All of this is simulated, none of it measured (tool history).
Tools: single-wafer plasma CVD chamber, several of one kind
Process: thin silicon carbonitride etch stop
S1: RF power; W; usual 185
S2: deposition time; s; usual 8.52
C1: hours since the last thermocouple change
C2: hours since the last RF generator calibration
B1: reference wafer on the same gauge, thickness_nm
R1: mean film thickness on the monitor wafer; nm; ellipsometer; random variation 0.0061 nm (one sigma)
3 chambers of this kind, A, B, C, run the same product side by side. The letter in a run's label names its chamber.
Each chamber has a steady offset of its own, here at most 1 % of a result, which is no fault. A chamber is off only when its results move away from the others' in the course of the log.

| run | day | S1 | S2 | C1 | C2 | B1 | R1 |
|---|---|---|---|---|---|---|---|
| 1C | 0.392 | 185 | 8.52 | 1742.2 | 797.6 | 3.8295 | 4.6989 |
| 2A | 0.688 | 185 | 8.52 | 1240.5 | 222.8 | 3.8282 | 4.7666 |
| 3B | 1.188 | 185 | 8.52 | 1530.7 | 229.1 | 3.8260 | 4.7520 |
| 4A | 1.479 | 185 | 8.52 | 1259.5 | 241.8 | 3.8254 | 4.7811 |
| 5C | 1.892 | 185 | 8.52 | 1778.2 | 833.6 | 3.8268 | 4.6912 |
| 6B | 2.371 | 165 | 9.35 | 1559.1 | 257.5 | 3.8236 | 5.0426 |
| 7C | 2.812 | 165 | 9.35 | 1800.3 | 855.7 | 3.8249 | 4.9774 |
| 8A | 3.188 | 165 | 9.35 | 1300.5 | 282.8 | 3.8222 | 5.0575 |
| 9B | 3.754 | 185 | 8.52 | 1592.3 | 290.7 | 3.8213 | 4.7497 |
| 10A | 4.254 | 185 | 8.52 | 1326.1 | 308.4 | 3.8200 | 4.7508 |
| 11B | 4.708 | 185 | 8.52 | 1615.2 | 313.6 | 3.8203 | 4.7468 |
| 12C | 4.962 | 185 | 8.52 | 1851.9 | 907.3 | 3.8188 | 4.6853 |
| 13A | 5.504 | 160 | 8.52 | 1356.1 | 338.4 | 3.8167 | 4.5424 |
| 14C | 5.804 | 160 | 8.52 | 1872.1 | 927.5 | 3.8159 | 4.4929 |
| 15B | 6.283 | 160 | 8.52 | 1653.0 | 351.4 | 3.8160 | 4.5378 |
| 16B | 6.617 | 185 | 8.52 | 1661.0 | 359.4 | 3.8158 | 4.7379 |
| 17A | 6.950 | 185 | 8.52 | 1390.8 | 373.1 | 3.8152 | 4.7544 |
| 18C | 7.304 | 185 | 7.48 | 1908.1 | 963.5 | 3.8130 | 4.1171 |
| 19A | 7.725 | 185 | 7.48 | 1409.4 | 391.7 | 3.8115 | 4.1795 |
| 20C | 8.192 | 185 | 7.48 | 1929.4 | 984.8 | 3.8115 | 4.1041 |
| 21B | 8.529 | 185 | 8.52 | 1706.9 | 405.3 | 3.8108 | 4.7460 |

What goes on in this fleet: one chamber off, a drifting gauge, or nothing beyond the chambers' own small offsets? Name the chamber and the cause, if any.

The gauge drifts, so all chambers seem to drift together. No chamber is off.
Cause: gauge reads low (%) = 0.54.
